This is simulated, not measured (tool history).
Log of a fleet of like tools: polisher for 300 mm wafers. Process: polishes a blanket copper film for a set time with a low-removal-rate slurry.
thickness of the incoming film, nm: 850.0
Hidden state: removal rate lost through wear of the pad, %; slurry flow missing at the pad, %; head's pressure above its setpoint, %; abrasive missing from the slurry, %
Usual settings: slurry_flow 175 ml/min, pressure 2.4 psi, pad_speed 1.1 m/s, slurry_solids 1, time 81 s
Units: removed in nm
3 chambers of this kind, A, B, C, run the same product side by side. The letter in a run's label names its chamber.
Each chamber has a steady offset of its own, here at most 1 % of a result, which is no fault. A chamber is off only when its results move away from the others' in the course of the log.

| run | day | slurry_flow | pressure | pad_speed | slurry_solids | time | wafers polished on this pad | hours since the slurry nozzle was cleaned | hours since the head pressure was calibrated | hours since the slurry blender was calibrated | removed |
|---|---|---|---|---|---|---|---|---|---|---|---|
| 1C | 0.421 | 175 | 2.4 | 1.1 | 1 | 81 | 1037 | 113.1 | 209.4 | 175.1 | 208.01 |
| 2A | 0.662 | 175 | 2.4 | 1.1 | 1 | 81 | 538 | 189.4 | 234.1 | 27.4 | 207.18 |
| 3B | 1.054 | 175 | 2.4 | 1.1 | 1 | 81 | 409 | 445.5 | 162.7 | 102.6 | 205.85 |
|  | 1.35 | chamber C: worn pad replaced by a new one |
| 4A | 1.45 | 175 | 2.4 | 1.1 | 1 | 81 | 657 | 208.3 | 253 | 46.3 | 205.97 |
|  | 1.546 | chamber A: worn pad replaced by a new one |
| 5C | 1.854 | 175 | 2.4 | 1.1 | 1.1 | 81 | 76 | 147.5 | 243.8 | 209.5 | 210.05 |
| 6B | 2.179 | 175 | 2.4 | 1.1 | 1.1 | 81 | 579 | 472.5 | 189.7 | 129.6 | 208.49 |
| 7A | 2.583 | 175 | 2.4 | 1.1 | 1.1 | 81 | 157 | 235.5 | 280.2 | 73.5 | 211.85 |
| 8C | 2.967 | 175 | 2.4 | 1.1 | 1 | 81 | 244 | 174.2 | 270.5 | 236.2 | 208.97 |
| 9B | 3.338 | 175 | 2.4 | 1.1 | 1 | 81 | 754 | 500.3 | 217.5 | 157.4 | 203.96 |
| 10B | 3.546 | 175 | 2.4 | 1.1 | 1 | 81 | 786 | 505.3 | 222.5 | 162.4 | 203.86 |
| 11C | 3.808 | 175 | 2.4 | 1.1 | 1 | 81 | 372 | 194.4 | 290.7 | 256.4 | 206.49 |
| 12A | 4.079 | 115 | 2.4 | 1.36 | 1 | 81 | 384 | 271.4 | 316.1 | 109.4 | 239.1 |
|  | 4.283 | chamber A: slurry nozzle cleaned |
| 13B | 4.292 | 115 | 2.4 | 1.36 | 1 | 81 | 899 | 523.2 | 240.4 | 180.3 | 231.65 |
| 14C | 4.538 | 115 | 2.4 | 1.36 | 1 | 81 | 482 | 211.9 | 308.2 | 273.9 | 236.55 |
| 15A | 4.825 | 175 | 2.4 | 1.1 | 1 | 81 | 497 | 13 | 334 | 127.3 | 209 |
| 16B | 5.154 | 175 | 2.4 | 1.1 | 1 | 81 | 1030 | 543.9 | 261.1 | 201 | 199.69 |
|  | 5.179 | chamber B: slurry blender recalibrated |
| 17A | 5.538 | 175 | 2.4 | 1.1 | 1 | 81 | 605 | 30.1 | 351.1 | 144.4 | 205.46 |
|  | 5.783 | chamber B: slurry nozzle cleaned |
| 18C | 5.912 | 175 | 2.4 | 1.1 | 1.2 | 81 | 690 | 244.9 | 341.2 | 306.9 | 213.7 |
|  | 5.921 | chamber A: worn pad replaced by a new one |
| 19C | 6.188 | 175 | 2.4 | 1.1 | 1.2 | 81 | 732 | 251.5 | 347.8 | 313.5 | 211.8 |
| 20A | 6.521 | 175 | 2.4 | 1.1 | 1.2 | 81 | 91 | 53.7 | 374.7 | 168 | 215.13 |
| 21B | 6.892 | 175 | 2.4 | 1.1 | 1 | 71 | 1293 | 26.7 | 302.8 | 41.2 | 169.6 |
| 22C | 7.15 | 175 | 2.4 | 1.1 | 1 | 71 | 878 | 274.6 | 370.9 | 336.6 | 179.45 |
| 23B | 7.558 | 175 | 2.4 | 1.1 | 1 | 71 | 1394 | 42.7 | 318.8 | 57.2 | 168.44 |
|  | 7.838 | chamber C: slurry nozzle cleaned |
| 24A | 7.908 | 175 | 2.4 | 1.1 | 1 | 81 | 301 | 87 | 408 | 201.3 | 209.78 |
| 25C | 8.142 | 175 | 2.4 | 1.1 | 1 | 81 | 1028 | 7.4 | 394.7 | 360.4 | 206.81 |
| 26A | 8.346 | 175 | 2.4 | 1.1 | 1 | 81 | 367 | 97.5 | 418.5 | 211.8 | 207.24 |
| 27B | 8.683 | 175 | 2.4 | 1.1 | 1 | 81 | 1564 | 69.7 | 345.8 | 84.2 | 185.12 |
| 28A | 8.933 | 175 | 2.4 | 1.1 | 1 | 81 | 456 | 111.6 | 432.6 | 225.9 | 207.29 |
| 29C | 9.171 | 175 | 2.4 | 1.1 | 1 | 81 | 1184 | 32.1 | 419.4 | 385.1 | 204.17 |

What goes on in this fleet: one chamber off, a drifting gauge, or nothing beyond the chambers' own small offsets? Name the chamber and the cause, if any.

Chamber B drifts away from the others.
Cause: removal rate lost through wear of the pad, % = 9.6.
The log may not tell that from: head's pressure below its setpoint, %.

Here are 4 candidates for chamber B's next run, each the usual settings with a change, their results left as question marks. Which one brings its results back in line with what the others give on the usual settings?
In line means no further than this from the other chambers' mean on the usual settings: removed 5 nm
| 30B-1 | 9.479 | 175 | 2.7 | 1.1 | 1 | 81 |  |  |  |  | ? |
| 30B-2 | 9.479 | 175 | 2.4 | 1.1 | 1 | 85 |  |  |  |  | ? |
| 30B-3 | 9.479 | 175 | 2.4 | 1.08 | 1 | 79 |  |  |  |  | ? |
| 30B-4 | 9.479 | 175 | 2.4 | 1.04 | 1 | 77 |  |  |  |  | ? |

The other chambers' mean on the usual settings: removed 206.67 nm
| run | removed |
|---|---|
| 30B-1 | 208.34 |
| 30B-2 | 194.46 |
| 30B-3 | 177.45 |
| 30B-4 | 166.55 |
30B-1 brings the chamber back in line.
